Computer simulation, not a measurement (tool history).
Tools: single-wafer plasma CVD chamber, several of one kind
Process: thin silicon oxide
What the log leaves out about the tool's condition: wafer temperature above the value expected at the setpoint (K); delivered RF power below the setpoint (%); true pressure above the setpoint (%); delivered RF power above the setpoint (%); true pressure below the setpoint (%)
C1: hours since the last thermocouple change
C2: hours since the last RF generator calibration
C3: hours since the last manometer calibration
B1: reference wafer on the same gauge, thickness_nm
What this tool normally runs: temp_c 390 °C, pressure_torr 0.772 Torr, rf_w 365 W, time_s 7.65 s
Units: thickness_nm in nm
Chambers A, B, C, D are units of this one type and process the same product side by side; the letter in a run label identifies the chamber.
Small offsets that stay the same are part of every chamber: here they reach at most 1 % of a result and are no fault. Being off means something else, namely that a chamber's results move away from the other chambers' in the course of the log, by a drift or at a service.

{"run": "1A", "hour": 7.2, "temp_c": 390, "pressure_torr": 0.772, "rf_w": 365, "time_s": 7.65, "C1": 1707.3, "C2": 139.4, "C3": 177.9, "B1": 13.414, "thickness_nm": 14.913}
{"run": "2C", "hour": 16.4, "temp_c": 390, "pressure_torr": 0.772, "rf_w": 365, "time_s": 7.65, "C1": 712.8, "C2": 2070.2, "C3": 1524.6, "B1": 13.4, "thickness_nm": 14.63}
{"run": "3D", "hour": 27.2, "temp_c": 390, "pressure_torr": 0.772, "rf_w": 365, "time_s": 7.65, "C1": 1073, "C2": 526.7, "C3": 350.5, "B1": 13.379, "thickness_nm": 14.698}
{"hour": 33.4, "done": "chamber D: thermocouple changed; heater temperature recalibrated"}
{"run": "4B", "hour": 33.7, "temp_c": 390, "pressure_torr": 0.772, "rf_w": 365, "time_s": 7.65, "C1": 2080.3, "C2": 462.2, "C3": 1629.4, "B1": 13.391, "thickness_nm": 14.71}
{"run": "5D", "hour": 43.5, "temp_c": 390, "pressure_torr": 0.772, "rf_w": 365, "time_s": 7.65, "C1": 10.1, "C2": 543, "C3": 366.8, "B1": 13.386, "thickness_nm": 14.919}
{"hour": 46.7, "done": "chamber C: RF generator calibrated"}
{"run": "6B", "hour": 57.6, "temp_c": 390, "pressure_torr": 0.772, "rf_w": 365, "time_s": 7.65, "C1": 2104.2, "C2": 486.1, "C3": 1653.3, "B1": 13.394, "thickness_nm": 14.689}
{"run": "7A", "hour": 66.7, "temp_c": 390, "pressure_torr": 0.772, "rf_w": 365, "time_s": 7.65, "C1": 1766.8, "C2": 198.9, "C3": 237.4, "B1": 13.397, "thickness_nm": 14.763}
{"run": "8C", "hour": 77.5, "temp_c": 390, "pressure_torr": 0.772, "rf_w": 365, "time_s": 7.65, "C1": 773.9, "C2": 30.9, "C3": 1585.7, "B1": 13.4, "thickness_nm": 14.671}
{"run": "9B", "hour": 87.0, "temp_c": 390, "pressure_torr": 0.772, "rf_w": 365, "time_s": 7.65, "C1": 2133.6, "C2": 515.5, "C3": 1682.7, "B1": 13.397, "thickness_nm": 14.651}
{"run": "10C", "hour": 97.9, "temp_c": 390, "pressure_torr": 0.772, "rf_w": 365, "time_s": 8.32, "C1": 794.3, "C2": 51.3, "C3": 1606.1, "B1": 13.425, "thickness_nm": 15.894}
{"run": "11D", "hour": 110.0, "temp_c": 390, "pressure_torr": 0.772, "rf_w": 365, "time_s": 8.32, "C1": 76.6, "C2": 609.5, "C3": 433.3, "B1": 13.399, "thickness_nm": 15.996}
{"run": "12A", "hour": 120.7, "temp_c": 390, "pressure_torr": 0.772, "rf_w": 365, "time_s": 8.32, "C1": 1820.8, "C2": 252.9, "C3": 291.4, "B1": 13.4, "thickness_nm": 16.063}
{"run": "13B", "hour": 134.7, "temp_c": 390, "pressure_torr": 0.772, "rf_w": 365, "time_s": 8.32, "C1": 2181.3, "C2": 563.2, "C3": 1730.4, "B1": 13.4, "thickness_nm": 15.925}
{"run": "14A", "hour": 143.0, "temp_c": 390, "pressure_torr": 0.772, "rf_w": 365, "time_s": 7.65, "C1": 1843.1, "C2": 275.2, "C3": 313.7, "B1": 13.4, "thickness_nm": 14.888}
{"run": "15C", "hour": 156.5, "temp_c": 390, "pressure_torr": 0.772, "rf_w": 365, "time_s": 7.65, "C1": 852.9, "C2": 109.9, "C3": 1664.7, "B1": 13.382, "thickness_nm": 14.685}
{"run": "16D", "hour": 165.5, "temp_c": 390, "pressure_torr": 0.772, "rf_w": 365, "time_s": 7.65, "C1": 132.1, "C2": 665, "C3": 488.8, "B1": 13.412, "thickness_nm": 14.861}
{"run": "17B", "hour": 173.5, "temp_c": 390, "pressure_torr": 0.772, "rf_w": 365, "time_s": 7.65, "C1": 2220.1, "C2": 602, "C3": 1769.2, "B1": 13.416, "thickness_nm": 14.753}
{"run": "18C", "hour": 185.2, "temp_c": 398, "pressure_torr": 0.772, "rf_w": 365, "time_s": 8.66, "C1": 881.6, "C2": 138.6, "C3": 1693.4, "B1": 13.39, "thickness_nm": 16.42}
{"run": "19A", "hour": 195.4, "temp_c": 398, "pressure_torr": 0.772, "rf_w": 365, "time_s": 8.66, "C1": 1895.5, "C2": 327.6, "C3": 366.1, "B1": 13.392, "thickness_nm": 16.725}
{"hour": 199.5, "done": "chamber B: capacitance manometer re-zeroed and calibrated"}
{"run": "20D", "hour": 205.9, "temp_c": 398, "pressure_torr": 0.772, "rf_w": 365, "time_s": 8.66, "C1": 172.5, "C2": 705.4, "C3": 529.2, "B1": 13.403, "thickness_nm": 16.528}
{"run": "21B", "hour": 217.3, "temp_c": 398, "pressure_torr": 0.772, "rf_w": 365, "time_s": 8.66, "C1": 2263.9, "C2": 645.8, "C3": 17.9, "B1": 13.409, "thickness_nm": 16.31}
{"run": "22D", "hour": 231.3, "temp_c": 390, "pressure_torr": 0.772, "rf_w": 365, "time_s": 7.65, "C1": 197.9, "C2": 730.8, "C3": 554.6, "B1": 13.409, "thickness_nm": 14.854}
{"run": "23C", "hour": 243.0, "temp_c": 390, "pressure_torr": 0.772, "rf_w": 365, "time_s": 7.65, "C1": 939.4, "C2": 196.4, "C3": 1751.2, "B1": 13.394, "thickness_nm": 14.791}
{"hour": 249.1, "done": "chamber A: thermocouple changed; heater temperature recalibrated"}
{"run": "24A", "hour": 249.7, "temp_c": 390, "pressure_torr": 0.772, "rf_w": 365, "time_s": 7.65, "C1": 0.6, "C2": 381.9, "C3": 420.4, "B1": 13.406, "thickness_nm": 14.992}
{"run": "25A", "hour": 262.0, "temp_c": 390, "pressure_torr": 0.772, "rf_w": 365, "time_s": 7.65, "C1": 12.9, "C2": 394.2, "C3": 432.7, "B1": 13.421, "thickness_nm": 14.727}
{"run": "26D", "hour": 274.1, "temp_c": 390, "pressure_torr": 0.59, "rf_w": 335, "time_s": 7.65, "C1": 240.7, "C2": 773.6, "C3": 597.4, "B1": 13.396, "thickness_nm": 10.868}
{"run": "27C", "hour": 281.4, "temp_c": 390, "pressure_torr": 0.59, "rf_w": 335, "time_s": 7.65, "C1": 977.8, "C2": 234.8, "C3": 1789.6, "B1": 13.399, "thickness_nm": 10.651}
{"run": "28B", "hour": 289.6, "temp_c": 390, "pressure_torr": 0.59, "rf_w": 335, "time_s": 7.65, "C1": 2336.2, "C2": 718.1, "C3": 90.2, "B1": 13.403, "thickness_nm": 10.493}
{"run": "29A", "hour": 300.9, "temp_c": 390, "pressure_torr": 0.59, "rf_w": 335, "time_s": 7.65, "C1": 51.8, "C2": 433.1, "C3": 471.6, "B1": 13.398, "thickness_nm": 10.979}
{"run": "30C", "hour": 311.6, "temp_c": 390, "pressure_torr": 0.772, "rf_w": 365, "time_s": 7.65, "C1": 1008, "C2": 265, "C3": 1819.8, "B1": 13.399, "thickness_nm": 14.678}
{"run": "31D", "hour": 318.6, "temp_c": 390, "pressure_torr": 0.772, "rf_w": 365, "time_s": 7.65, "C1": 285.2, "C2": 818.1, "C3": 641.9, "B1": 13.403, "thickness_nm": 14.748}
{"run": "32B", "hour": 329.7, "temp_c": 390, "pressure_torr": 0.772, "rf_w": 365, "time_s": 7.65, "C1": 2376.3, "C2": 758.2, "C3": 130.3, "B1": 13.398, "thickness_nm": 14.339}
{"run": "33A", "hour": 336.6, "temp_c": 390, "pressure_torr": 0.772, "rf_w": 365, "time_s": 7.65, "C1": 87.5, "C2": 468.8, "C3": 507.3, "B1": 13.39, "thickness_nm": 14.832}
{"run": "34D", "hour": 350.1, "temp_c": 390, "pressure_torr": 0.772, "rf_w": 365, "time_s": 7.65, "C1": 316.7, "C2": 849.6, "C3": 673.4, "B1": 13.406, "thickness_nm": 14.962}
{"run": "35B", "hour": 361.3, "temp_c": 390, "pressure_torr": 0.772, "rf_w": 365, "time_s": 7.65, "C1": 2407.9, "C2": 789.8, "C3": 161.9, "B1": 13.392, "thickness_nm": 14.253}
{"run": "36C", "hour": 370.5, "temp_c": 390, "pressure_torr": 0.772, "rf_w": 365, "time_s": 7.65, "C1": 1066.9, "C2": 323.9, "C3": 1878.7, "B1": 13.39, "thickness_nm": 14.671}
{"run": "37D", "hour": 378.9, "temp_c": 390, "pressure_torr": 0.772, "rf_w": 365, "time_s": 7.65, "C1": 345.5, "C2": 878.4, "C3": 702.2, "B1": 13.426, "thickness_nm": 14.769}
{"run": "38A", "hour": 388.5, "temp_c": 390, "pressure_torr": 0.772, "rf_w": 365, "time_s": 7.65, "C1": 139.4, "C2": 520.7, "C3": 559.2, "B1": 13.402, "thickness_nm": 14.884}
{"run": "39C", "hour": 402.1, "temp_c": 390, "pressure_torr": 0.772, "rf_w": 365, "time_s": 7.65, "C1": 1098.5, "C2": 355.5, "C3": 1910.3, "B1": 13.411, "thickness_nm": 14.762}
{"run": "40B", "hour": 409.6, "temp_c": 390, "pressure_torr": 0.772, "rf_w": 365, "time_s": 7.65, "C1": 2456.2, "C2": 838.1, "C3": 210.2, "B1": 13.407, "thickness_nm": 14.367}
{"run": "41A", "hour": 415.8, "temp_c": 390, "pressure_torr": 0.772, "rf_w": 365, "time_s": 7.65, "C1": 166.7, "C2": 548, "C3": 586.5, "B1": 13.415, "thickness_nm": 14.781}

Has any chamber moved away from the others, gradually or after a service, or does the common gauge drift, or do the chambers differ only by their own small steady offsets? State the chamber and the most likely cause if one applies.

Chamber B came out of a service off from its peers and stayed that way.
Most likely cause: true pressure below the setpoint (%) = 3.

Below are 4 candidate recipes for chamber B's next run, each the usual settings with a change, their results shown as question marks. Which of them brings B's results back in line with what the other chambers give on the usual settings?
In line here means within this much of the mean the other chambers give on the usual settings: thickness_nm 0.3 nm
{"run": "42B-1", "hour": 426.0, "temp_c": 390, "pressure_torr": 0.772, "rf_w": 365, "time_s": 7.11, "thickness_nm": "?"}
{"run": "42B-2", "hour": 426.0, "temp_c": 390, "pressure_torr": 0.799, "rf_w": 365, "time_s": 7.65, "thickness_nm": "?"}
{"run": "42B-3", "hour": 426.0, "temp_c": 390, "pressure_torr": 0.772, "rf_w": 375, "time_s": 8.12, "thickness_nm": "?"}
{"run": "42B-4", "hour": 426.0, "temp_c": 390, "pressure_torr": 0.756, "rf_w": 365, "time_s": 7.54, "thickness_nm": "?"}

What the other chambers average on the usual settings: thickness_nm 14.775 nm
run=42B-1 thickness_nm=13.3
run=42B-2 thickness_nm=14.766
run=42B-3 thickness_nm=15.338
run=42B-4 thickness_nm=13.812
42B-2 puts the chamber back in line with the other chambers.
